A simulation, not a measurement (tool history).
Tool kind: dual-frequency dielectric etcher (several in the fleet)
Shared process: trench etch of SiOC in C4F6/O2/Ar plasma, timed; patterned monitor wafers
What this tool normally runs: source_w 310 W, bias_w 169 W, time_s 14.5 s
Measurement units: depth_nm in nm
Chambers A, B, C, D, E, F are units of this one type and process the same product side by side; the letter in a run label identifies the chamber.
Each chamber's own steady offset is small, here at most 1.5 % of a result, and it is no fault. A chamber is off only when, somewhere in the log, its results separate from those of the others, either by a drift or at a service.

run	hour	source_w	bias_w	time_s	read-back reference wafer on the same gauge, depth_nm	depth_nm
1D	11.5	310	169	14.5	29.387	26.926
2C	17.1	310	169	14.5	29.385	26.756
3A	26.2	310	169	14.5	29.388	26.553
4F	36.2	310	169	14.5	29.377	26.818
5B	42.1	310	169	14.5	29.366	26.647
6E	50.1	310	169	14.5	29.375	27.027
7C	60.1	310	169	14.5	29.370	26.693
8E	69.0	310	169	14.5	29.357	27.063
9D	74.9	310	169	14.5	29.361	26.811
10A	85.3	310	169	14.5	29.348	26.396
11F	95.6	310	169	14.5	29.338	26.767
12B	104.6	310	203	11.0	29.344	21.371
13C	110.0	310	203	11.0	29.343	21.449
14E	121.4	310	203	11.0	29.336	21.709
15F	132.0	310	203	11.0	29.337	21.540
16B	142.9	310	203	11.0	29.334	21.345
17A	151.7	310	203	11.0	29.319	21.251
18D	161.1	310	169	14.5	29.306	26.774
# hour 164.7: chamber F: wet clean of the chamber
19A	167.7	310	169	14.5	29.312	26.494
# hour 173.8: chamber A: source power generator calibrated
20D	177.2	310	169	14.5	29.307	26.745
# hour 178.3: chamber E: wet clean of the chamber
21E	186.5	310	169	14.5	29.291	26.973
22C	194.5	310	169	14.5	29.294	26.641
23B	203.4	310	169	14.5	29.282	26.534
24F	214.4	310	169	14.5	29.278	26.763
25F	219.4	310	169	14.5	29.269	26.723
26C	226.5	270	169	14.5	29.280	25.264
27A	237.6	270	169	14.5	29.271	24.949
28D	243.7	270	169	14.5	29.269	25.350
29B	253.1	270	169	14.5	29.257	25.132
30E	261.6	270	169	14.5	29.249	25.496
31F	268.3	270	169	14.5	29.256	25.271
# hour 274.6: chamber B: bias power generator calibrated
32A	276.7	310	169	14.5	29.254	26.371
33E	287.0	310	200	14.5	29.248	28.368
# hour 292.9: chamber B: wet clean of the chamber
34B	297.8	310	200	14.5	29.234	27.970
35D	303.3	310	200	14.5	29.226	28.270
36C	309.8	310	200	14.5	29.223	28.147
37B	321.0	310	200	14.5	29.224	27.955
38F	328.1	310	200	14.5	29.223	28.024

Is one chamber off against the others, does the gauge drift, or is nothing wrong? If a chamber is off, say which, and what the likeliest cause is.

None of the chambers is off. What moves is the gauge, dragging all their readings along together.
What lies behind it: gauge reads low (%) = 0.625.
